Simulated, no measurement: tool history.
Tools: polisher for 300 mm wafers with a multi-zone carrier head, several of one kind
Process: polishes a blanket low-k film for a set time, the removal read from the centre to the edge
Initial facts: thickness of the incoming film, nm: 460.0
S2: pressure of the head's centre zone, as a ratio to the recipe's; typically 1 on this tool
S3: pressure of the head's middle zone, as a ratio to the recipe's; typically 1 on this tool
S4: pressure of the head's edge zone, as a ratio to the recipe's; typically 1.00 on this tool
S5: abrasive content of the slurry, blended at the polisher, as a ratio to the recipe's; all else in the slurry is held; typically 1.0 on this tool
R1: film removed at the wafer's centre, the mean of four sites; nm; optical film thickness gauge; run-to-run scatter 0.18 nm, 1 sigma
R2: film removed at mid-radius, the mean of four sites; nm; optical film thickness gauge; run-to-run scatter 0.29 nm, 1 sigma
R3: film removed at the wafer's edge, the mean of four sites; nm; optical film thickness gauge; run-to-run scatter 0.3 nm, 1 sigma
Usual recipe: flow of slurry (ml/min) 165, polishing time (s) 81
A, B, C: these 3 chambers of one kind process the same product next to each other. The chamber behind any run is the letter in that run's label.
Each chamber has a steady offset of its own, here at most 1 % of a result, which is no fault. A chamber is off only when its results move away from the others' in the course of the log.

Run 1A, day 0.250: usual settings. Result: R1 24.562 nm, R2 24.914 nm, R3 24.825 nm.
At day 0.504: chamber C: slurry nozzle cleaned.
Run 2C, day 0.508: usual settings. Result: R1 24.929 nm, R2 24.780 nm, R3 24.615 nm.
Run 3B, day 0.662: usual settings. Result: R1 25.137 nm, R2 25.098 nm, R3 24.654 nm.
Run 4B, day 0.854: usual settings. Result: R1 25.271 nm, R2 25.326 nm, R3 25.199 nm.
Run 5C, day 0.975: usual settings. Result: R1 25.094 nm, R2 25.288 nm, R3 24.803 nm.
Run 6A, day 1.125: usual settings. Result: R1 24.499 nm, R2 24.365 nm, R3 24.659 nm.
Run 7B, day 1.267: usual settings. Result: R1 25.199 nm, R2 24.864 nm, R3 24.592 nm.
Run 8C, day 1.500: usual settings. Result: R1 25.174 nm, R2 24.672 nm, R3 24.765 nm.
At day 1.562: chamber A: worn pad replaced by a new one.
Run 9A, day 1.721: usual settings. Result: R1 24.442 nm, R2 24.936 nm, R3 24.838 nm.
At day 1.846: chamber A: edge zone pressure recalibrated.
Run 10A, day 1.925: usual settings. Result: R1 24.615 nm, R2 24.607 nm, R3 25.123 nm.
At day 1.979: chamber A: slurry nozzle cleaned.
At day 2.025: chamber C: worn pad replaced by a new one.
At day 2.029: chamber A: centre zone pressure recalibrated.
Run 11B, day 2.092: usual settings but S5 0.8, polishing time (s) 67. Result: R1 18.571 nm, R2 18.366 nm, R3 18.716 nm.
At day 2.221: chamber B: slurry nozzle cleaned.
Run 12C, day 2.283: usual settings but S5 0.8, polishing time (s) 67. Result: R1 18.538 nm, R2 18.357 nm, R3 18.467 nm.
Run 13A, day 2.500: usual settings but S5 0.8, polishing time (s) 67. Result: R1 16.915 nm, R2 18.013 nm, R3 18.503 nm.
Run 14C, day 2.617: usual settings. Result: R1 24.920 nm, R2 24.751 nm, R3 25.274 nm.
Run 15B, day 2.817: usual settings. Result: R1 25.088 nm, R2 24.833 nm, R3 25.342 nm.
Run 16B, day 3.000: usual settings. Result: R1 24.685 nm, R2 25.073 nm, R3 25.148 nm.
Run 17C, day 3.246: usual settings. Result: R1 24.943 nm, R2 24.444 nm, R3 25.331 nm.
Run 18A, day 3.388: usual settings. Result: R1 22.837 nm, R2 24.775 nm, R3 24.621 nm.
Run 19C, day 3.621: usual settings. Result: R1 25.073 nm, R2 25.313 nm, R3 25.067 nm.
Run 20A, day 3.754: usual settings. Result: R1 22.741 nm, R2 25.142 nm, R3 24.566 nm.
Run 21B, day 3.950: usual settings. Result: R1 24.792 nm, R2 25.214 nm, R3 25.293 nm.
Run 22C, day 4.104: usual settings. Result: R1 25.307 nm, R2 24.877 nm, R3 24.911 nm.
At day 4.229: chamber A: worn pad replaced by a new one.
Run 23A, day 4.308: usual settings but flow of slurry (ml/min) 135, S4 0.92. Result: R1 22.123 nm, R2 24.457 nm, R3 22.831 nm.
At day 4.425: chamber B: worn pad replaced by a new one.
Run 24B, day 4.529: usual settings but flow of slurry (ml/min) 135, S4 0.92. Result: R1 23.924 nm, R2 23.966 nm, R3 23.379 nm.
Run 25A, day 4.762: usual settings but flow of slurry (ml/min) 135, S4 0.92. Result: R1 22.019 nm, R2 23.898 nm, R3 23.075 nm.
Run 26B, day 4.925: usual settings. Result: R1 25.337 nm, R2 25.063 nm, R3 25.200 nm.

Decide between three cases: one chamber stands off from its peers, the gauge reading all wafers drifts, or nothing is wrong past each chamber's small offset. Where a chamber is off, say which and what most likely put it there.

Chamber A came out of a service off from its peers and stayed that way.
What lies behind it: centre zone's pressure below its setpoint, % = 6.56.

Below are 4 candidate recipes for chamber A's next run, each the usual settings with a change, their results shown as question marks. Which of them brings A's results back in line with what the other chambers give on the usual settings?
In line here means within this much of the mean the other chambers give on the usual settings: R1 0.630 nm; R2 1.000 nm; R3 1.100 nm
Run 27A-1, day 5.112: usual settings but S2 1.03, S3 0.99, S4 0.99. Result: R1 ?, R2 ?, R3 ?.
Run 27A-2, day 5.112: usual settings but S2 0.97, S3 1.01, S4 1.01. Result: R1 ?, R2 ?, R3 ?.
Run 27A-3, day 5.112: usual settings but flow of slurry (ml/min) 170, S2 1.07, S3 0.99, S4 0.98, polishing time (s) 82. Result: R1 ?, R2 ?, R3 ?.
Run 27A-4, day 5.112: usual settings but flow of slurry (ml/min) 160, S2 0.94, S3 1.01, S4 1.02, polishing time (s) 80. Result: R1 ?, R2 ?, R3 ?.

Mean of the other chambers on the usual settings: R1 24.995 nm; R2 24.879 nm; R3 24.966 nm
  run      R1      R2      R3
27A-1  23.649  24.665  24.642
27A-2  22.160  25.123  24.896
27A-3  25.093  25.093  24.908
27A-4  21.020  24.681  24.620
With 27A-3, the chamber falls back in line with the rest.
